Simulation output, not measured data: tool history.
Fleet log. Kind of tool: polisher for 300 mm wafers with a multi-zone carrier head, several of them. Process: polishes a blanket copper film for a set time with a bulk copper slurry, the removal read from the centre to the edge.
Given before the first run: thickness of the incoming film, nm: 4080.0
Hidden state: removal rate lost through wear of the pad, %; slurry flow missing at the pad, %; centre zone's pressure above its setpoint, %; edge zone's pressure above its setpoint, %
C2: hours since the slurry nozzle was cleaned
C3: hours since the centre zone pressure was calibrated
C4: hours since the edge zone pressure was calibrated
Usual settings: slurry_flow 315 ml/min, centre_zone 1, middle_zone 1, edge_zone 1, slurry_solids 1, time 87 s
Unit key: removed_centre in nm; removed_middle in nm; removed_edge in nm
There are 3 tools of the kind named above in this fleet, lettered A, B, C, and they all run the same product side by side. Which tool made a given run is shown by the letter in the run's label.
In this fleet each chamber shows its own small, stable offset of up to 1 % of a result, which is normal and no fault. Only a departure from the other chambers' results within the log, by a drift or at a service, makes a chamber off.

Run 1A, day 0.108: usual settings; wafers polished on this pad 643; C2 162.5; C3 919.2; C4 296.4. Result: removed_centre 718.75 nm, removed_middle 717.56 nm, removed_edge 693.65 nm.
Run 2B, day 0.304: usual settings; wafers polished on this pad 412; C2 115; C3 1033.7; C4 375. Result: removed_centre 716.01 nm, removed_middle 705.21 nm, removed_edge 701.4 nm.
Run 3C, day 0.446: usual settings; wafers polished on this pad 583; C2 329.9; C3 125.6; C4 365.2. Result: removed_centre 709.01 nm, removed_middle 707.41 nm, removed_edge 706.32 nm.
Run 4C, day 0.617: usual settings; wafers polished on this pad 626; C2 334; C3 129.7; C4 369.3. Result: removed_centre 702.79 nm, removed_middle 706.65 nm, removed_edge 712.99 nm.
Run 5B, day 0.842: usual settings; wafers polished on this pad 548; C2 127.9; C3 1046.6; C4 387.9. Result: removed_centre 705.66 nm, removed_middle 702.93 nm, removed_edge 704.88 nm.
Run 6A, day 0.988: usual settings; wafers polished on this pad 865; C2 183.6; C3 940.3; C4 317.5. Result: removed_centre 709.29 nm, removed_middle 709.75 nm, removed_edge 697.96 nm.
Run 7A, day 1.212: usual settings; wafers polished on this pad 922; C2 189; C3 945.7; C4 322.9. Result: removed_centre 705.7 nm, removed_middle 714.58 nm, removed_edge 726.24 nm.
Run 8B, day 1.45: usual settings; wafers polished on this pad 702; C2 142.5; C3 1061.2; C4 402.5. Result: removed_centre 713.15 nm, removed_middle 714.41 nm, removed_edge 697.17 nm.
Run 9C, day 1.654: usual settings; wafers polished on this pad 889; C2 358.9; C3 154.6; C4 394.2. Result: removed_centre 707.83 nm, removed_middle 712.87 nm, removed_edge 718.19 nm.
At day 1.821: chamber B: worn pad replaced by a new one.
Run 10C, day 1.846: usual settings; wafers polished on this pad 937; C2 363.5; C3 159.2; C4 398.8. Result: removed_centre 707.25 nm, removed_middle 708.04 nm, removed_edge 707.85 nm.
Run 11A, day 2.05: usual settings; wafers polished on this pad 1134; C2 209.1; C3 965.8; C4 343. Result: removed_centre 721.67 nm, removed_middle 712.25 nm, removed_edge 710.44 nm.
Run 12B, day 2.188: usual settings; wafers polished on this pad 93; C2 160.2; C3 1078.9; C4 420.2. Result: removed_centre 718.8 nm, removed_middle 716.09 nm, removed_edge 704.76 nm.
Run 13C, day 2.3: usual settings; wafers polished on this pad 1052; C2 374.4; C3 170.1; C4 409.7. Result: removed_centre 698.53 nm, removed_middle 706.18 nm, removed_edge 720.06 nm.
Run 14B, day 2.408: usual settings; wafers polished on this pad 149; C2 165.5; C3 1084.2; C4 425.5. Result: removed_centre 711.4 nm, removed_middle 702.64 nm, removed_edge 712.56 nm.
Run 15A, day 2.529: usual settings; wafers polished on this pad 1255; C2 220.6; C3 977.3; C4 354.5. Result: removed_centre 705.67 nm, removed_middle 706.57 nm, removed_edge 703.24 nm.
Run 16C, day 2.7: usual settings but middle_zone 0.94; wafers polished on this pad 1153; C2 384; C3 179.7; C4 419.3. Result: removed_centre 706.76 nm, removed_middle 678.7 nm, removed_edge 710.61 nm.
Run 17B, day 2.862: usual settings but middle_zone 0.94; wafers polished on this pad 264; C2 176.4; C3 1095.1; C4 436.4. Result: removed_centre 706.49 nm, removed_middle 663.75 nm, removed_edge 711.85 nm.
At day 2.954: chamber C: slurry nozzle cleaned.
Run 18A, day 3.058: usual settings but middle_zone 0.94; wafers polished on this pad 1389; C2 233.3; C3 990; C4 367.2. Result: removed_centre 703.59 nm, removed_middle 651.22 nm, removed_edge 694.36 nm.
Run 19A, day 3.283: usual settings; wafers polished on this pad 1446; C2 238.7; C3 995.4; C4 372.6. Result: removed_centre 696.54 nm, removed_middle 689.56 nm, removed_edge 687.97 nm.
Run 20C, day 3.483: usual settings; wafers polished on this pad 1352; C2 12.8; C3 198.5; C4 438.1. Result: removed_centre 713.3 nm, removed_middle 709.36 nm, removed_edge 710.08 nm.
Run 21B, day 3.658: usual settings; wafers polished on this pad 466; C2 195.5; C3 1114.2; C4 455.5. Result: removed_centre 713.5 nm, removed_middle 699.82 nm, removed_edge 697.62 nm.
At day 3.754: chamber C: worn pad replaced by a new one.
Run 22B, day 3.846: usual settings but middle_zone 1.11; wafers polished on this pad 513; C2 200; C3 1118.7; C4 460. Result: removed_centre 711.28 nm, removed_middle 771.96 nm, removed_edge 715.77 nm.
Run 23A, day 4.017: usual settings but middle_zone 1.11; wafers polished on this pad 1632; C2 256.3; C3 1013; C4 390.2. Result: removed_centre 697.02 nm, removed_middle 744 nm, removed_edge 695.37 nm.
Run 24C, day 4.158: usual settings but middle_zone 1.11; wafers polished on this pad 103; C2 29; C3 214.7; C4 454.3. Result: removed_centre 712.69 nm, removed_middle 776.14 nm, removed_edge 713 nm.
Run 25A, day 4.262: usual settings; wafers polished on this pad 1694; C2 262.2; C3 1018.9; C4 396.1. Result: removed_centre 679.17 nm, removed_middle 680.49 nm, removed_edge 689.22 nm.
Run 26B, day 4.45: usual settings; wafers polished on this pad 666; C2 214.5; C3 1133.2; C4 474.5. Result: removed_centre 708.82 nm, removed_middle 709.95 nm, removed_edge 700.87 nm.
Run 27C, day 4.633: usual settings; wafers polished on this pad 223; C2 40.4; C3 226.1; C4 465.7. Result: removed_centre 711 nm, removed_middle 704.11 nm, removed_edge 708.26 nm.
At day 4.758: chamber B: worn pad replaced by a new one.
Run 28B, day 4.767: usual settings; wafers polished on this pad 2; C2 222.1; C3 1140.8; C4 482.1. Result: removed_centre 712.67 nm, removed_middle 708.69 nm, removed_edge 704.81 nm.
Run 29A, day 4.9: usual settings; wafers polished on this pad 1855; C2 277.5; C3 1034.2; C4 411.4. Result: removed_centre 683.96 nm, removed_middle 676.55 nm, removed_edge 681.13 nm.
Run 30C, day 5.058: usual settings; wafers polished on this pad 330; C2 50.6; C3 236.3; C4 475.9. Result: removed_centre 714.95 nm, removed_middle 708.85 nm, removed_edge 713.96 nm.
Run 31C, day 5.183: usual settings; wafers polished on this pad 362; C2 53.6; C3 239.3; C4 478.9. Result: removed_centre 706.14 nm, removed_middle 714.26 nm, removed_edge 690.9 nm.
Run 32A, day 5.312: usual settings but middle_zone 0.88; wafers polished on this pad 1960; C2 287.4; C3 1044.1; C4 421.3. Result: removed_centre 672.69 nm, removed_middle 597.9 nm, removed_edge 667.95 nm.
Run 33B, day 5.538: usual settings but middle_zone 0.88; wafers polished on this pad 197; C2 240.6; C3 1159.3; C4 500.6. Result: removed_centre 722.87 nm, removed_middle 619.4 nm, removed_edge 703.66 nm.
Run 34C, day 5.775: usual settings but middle_zone 0.88; wafers polished on this pad 512; C2 67.8; C3 253.5; C4 493.1. Result: removed_centre 708.86 nm, removed_middle 631.67 nm, removed_edge 695.19 nm.
Run 35B, day 5.917: usual settings; wafers polished on this pad 293; C2 249.7; C3 1168.4; C4 509.7. Result: removed_centre 720.46 nm, removed_middle 704.69 nm, removed_edge 718.04 nm.
Run 36A, day 6.029: usual settings; wafers polished on this pad 2141; C2 304.6; C3 1061.3; C4 438.5. Result: removed_centre 660.78 nm, removed_middle 653.9 nm, removed_edge 656.17 nm.
Run 37A, day 6.238: usual settings but slurry_flow 355 ml/min, middle_zone 0.96; wafers polished on this pad 2194; C2 309.6; C3 1066.3; C4 443.5. Result: removed_centre 663.6 nm, removed_middle 638.05 nm, removed_edge 649.92 nm.
Run 38C, day 6.467: usual settings but slurry_flow 355 ml/min, middle_zone 0.96; wafers polished on this pad 687; C2 84.4; C3 270.1; C4 509.7. Result: removed_centre 720 nm, removed_middle 685.49 nm, removed_edge 703.36 nm.

Is one chamber out of step, is the gauge drifting, or do the chambers differ by no more than their own small offsets? For an off chamber, give its letter and the likeliest cause.

It is chamber A that slowly wanders off from its peers.
Cause: removal rate lost through wear of the pad, % = 8.86.

Here are 4 candidates for chamber A's next run, each the usual settings with a change, their results left as question marks. Which one brings its results back in line with what the others give on the usual settings?
Maximum distance from the other chambers' mean on the usual settings for a result to count as in line: removed_centre 17 nm; removed_middle 15 nm; removed_edge 29 nm
Run 39A-1, day 6.638: usual settings but time 80 s. Result: removed_centre ?, removed_middle ?, removed_edge ?.
Run 39A-2, day 6.638: usual settings but time 89 s. Result: removed_centre ?, removed_middle ?, removed_edge ?.
Run 39A-3, day 6.638: usual settings but time 85 s. Result: removed_centre ?, removed_middle ?, removed_edge ?.
Run 39A-4, day 6.638: usual settings but time 95 s. Result: removed_centre ?, removed_middle ?, removed_edge ?.

Usual-settings mean across the other chambers: removed_centre 713.06 nm; removed_middle 707.08 nm; removed_edge 707.99 nm
  run  removed_centre  removed_middle  removed_edge
39A-1          600.02          595.63        599.19
39A-2          667.52          662.64         666.6
39A-3          637.52          632.86        636.64
39A-4          712.52          707.31        711.54
The answer is 39A-4, which returns the chamber to within the allowed miss of the others.

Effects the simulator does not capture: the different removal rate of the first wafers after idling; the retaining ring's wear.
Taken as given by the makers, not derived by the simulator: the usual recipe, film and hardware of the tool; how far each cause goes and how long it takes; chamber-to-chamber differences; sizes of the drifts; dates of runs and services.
